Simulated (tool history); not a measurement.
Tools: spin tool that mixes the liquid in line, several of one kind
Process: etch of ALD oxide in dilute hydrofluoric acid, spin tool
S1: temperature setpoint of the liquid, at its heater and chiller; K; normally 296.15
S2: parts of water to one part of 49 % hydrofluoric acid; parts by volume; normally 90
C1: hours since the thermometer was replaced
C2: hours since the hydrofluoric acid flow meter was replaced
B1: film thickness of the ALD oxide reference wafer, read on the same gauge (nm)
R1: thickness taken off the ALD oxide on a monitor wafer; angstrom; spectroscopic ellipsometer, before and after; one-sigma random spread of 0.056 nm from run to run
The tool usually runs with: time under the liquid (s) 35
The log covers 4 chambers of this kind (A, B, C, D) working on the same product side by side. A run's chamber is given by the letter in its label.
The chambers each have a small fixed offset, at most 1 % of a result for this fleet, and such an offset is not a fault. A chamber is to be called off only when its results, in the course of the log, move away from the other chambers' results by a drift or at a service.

run 1C day=0.312 | S1=296.15 S2=90 time_under_the_liquid_(s)=35 | C1=927.0 C2=859.4 | B1=90.017 | R1=78.958
run 2A day=0.517 | S1=296.15 S2=90 time_under_the_liquid_(s)=35 | C1=177.3 C2=640.3 | B1=89.991 | R1=78.817
run 3D day=0.854 | S1=296.15 S2=90 time_under_the_liquid_(s)=35 | C1=1030.2 C2=696.3 | B1=89.989 | R1=80.101
run 4B day=1.129 | S1=296.15 S2=90 time_under_the_liquid_(s)=35 | C1=1711.3 C2=345.0 | B1=89.983 | R1=79.684
run 5D day=1.433 | S1=296.15 S2=90 time_under_the_liquid_(s)=35 | C1=1044.1 C2=710.2 | B1=89.981 | R1=79.925
run 6A day=1.621 | S1=296.15 S2=90 time_under_the_liquid_(s)=35 | C1=203.8 C2=666.8 | B1=90.044 | R1=79.323
run 7B day=1.833 | S1=296.15 S2=50 time_under_the_liquid_(s)=35 | C1=1728.2 C2=361.9 | B1=90.008 | R1=150.870
run 8C day=2.117 | S1=296.15 S2=50 time_under_the_liquid_(s)=35 | C1=970.3 C2=902.7 | B1=90.001 | R1=149.080
run 9A day=2.338 | S1=296.15 S2=50 time_under_the_liquid_(s)=35 | C1=221.0 C2=684.0 | B1=89.993 | R1=150.170
run 10C day=2.592 | S1=296.15 S2=50 time_under_the_liquid_(s)=35 | C1=981.7 C2=914.1 | B1=90.020 | R1=151.000
run 11B day=2.888 | S1=296.15 S2=90 time_under_the_liquid_(s)=35 | C1=1753.5 C2=387.2 | B1=89.968 | R1=79.445
run 12D day=3.129 | S1=296.15 S2=90 time_under_the_liquid_(s)=35 | C1=1084.8 C2=750.9 | B1=90.022 | R1=79.133
run 13A day=3.421 | S1=292.15 S2=90 time_under_the_liquid_(s)=40 | C1=247.0 C2=710.0 | B1=90.021 | R1=77.394
run 14B day=3.758 | S1=292.15 S2=90 time_under_the_liquid_(s)=40 | C1=1774.4 C2=408.1 | B1=90.055 | R1=77.217
run 15C day=4.004 | S1=292.15 S2=90 time_under_the_liquid_(s)=40 | C1=1015.6 C2=948.0 | B1=89.953 | R1=79.303
run 16D day=4.196 | S1=292.15 S2=90 time_under_the_liquid_(s)=40 | C1=1110.4 C2=776.5 | B1=90.021 | R1=76.604
-- day=4.471 chamber A: hydrofluoric acid flow meter replaced
run 17B day=4.562 | S1=296.15 S2=90 time_under_the_liquid_(s)=35 | C1=1793.7 C2=427.4 | B1=90.005 | R1=79.934
run 18D day=4.904 | S1=296.15 S2=90 time_under_the_liquid_(s)=35 | C1=1127.4 C2=793.5 | B1=90.022 | R1=79.332
run 19C day=5.279 | S1=299.65 S2=90 time_under_the_liquid_(s)=35 | C1=1046.2 C2=978.6 | B1=90.009 | R1=94.958
-- day=5.558 chamber D: thermometer replaced
run 20A day=5.588 | S1=299.65 S2=90 time_under_the_liquid_(s)=35 | C1=299.0 C2=26.9 | B1=90.022 | R1=90.446
run 21B day=5.950 | S1=299.65 S2=90 time_under_the_liquid_(s)=35 | C1=1827.0 C2=460.7 | B1=89.984 | R1=90.024
run 22A day=6.308 | S1=299.65 S2=90 time_under_the_liquid_(s)=35 | C1=316.3 C2=44.2 | B1=89.994 | R1=90.777
run 23D day=6.521 | S1=296.15 S2=90 time_under_the_liquid_(s)=35 | C1=23.2 C2=832.3 | B1=90.023 | R1=80.041
run 24C day=6.850 | S1=296.15 S2=90 time_under_the_liquid_(s)=35 | C1=1083.9 C2=1016.3 | B1=89.977 | R1=84.017
run 25A day=7.042 | S1=292.65 S2=90 time_under_the_liquid_(s)=25 | C1=333.9 C2=61.8 | B1=89.985 | R1=49.007
run 26B day=7.346 | S1=292.65 S2=90 time_under_the_liquid_(s)=25 | C1=1860.5 C2=494.2 | B1=90.006 | R1=48.960
run 27D day=7.567 | S1=292.65 S2=90 time_under_the_liquid_(s)=25 | C1=48.3 C2=857.4 | B1=89.955 | R1=49.445
run 28C day=7.750 | S1=292.65 S2=90 time_under_the_liquid_(s)=25 | C1=1105.5 C2=1037.9 | B1=90.043 | R1=52.702
run 29A day=8.121 | S1=296.15 S2=90 time_under_the_liquid_(s)=35 | C1=359.8 C2=87.7 | B1=89.993 | R1=78.743
run 30B day=8.379 | S1=296.15 S2=90 time_under_the_liquid_(s)=35 | C1=1885.3 C2=519.0 | B1=89.962 | R1=80.031
run 31D day=8.733 | S1=297.65 S2=90 time_under_the_liquid_(s)=35 | C1=76.3 C2=885.4 | B1=90.012 | R1=84.602
run 32C day=8.954 | S1=297.65 S2=90 time_under_the_liquid_(s)=35 | C1=1134.4 C2=1066.8 | B1=90.001 | R1=90.856
run 33A day=9.308 | S1=297.65 S2=90 time_under_the_liquid_(s)=35 | C1=388.3 C2=116.2 | B1=89.960 | R1=84.275

Next, every chamber runs the same settings. What will each give?
run 34A day=9.600 | S1=294.15 S2=90 time_under_the_liquid_(s)=35 | R1=?
run 34B day=9.600 | S1=294.15 S2=90 time_under_the_liquid_(s)=35 | R1=?
run 34C day=9.600 | S1=294.15 S2=90 time_under_the_liquid_(s)=35 | R1=?
run 34D day=9.600 | S1=294.15 S2=90 time_under_the_liquid_(s)=35 | R1=?

run=34A R1=72.945
run=34B R1=72.646
run=34C R1=79.342
run=34D R1=73.030

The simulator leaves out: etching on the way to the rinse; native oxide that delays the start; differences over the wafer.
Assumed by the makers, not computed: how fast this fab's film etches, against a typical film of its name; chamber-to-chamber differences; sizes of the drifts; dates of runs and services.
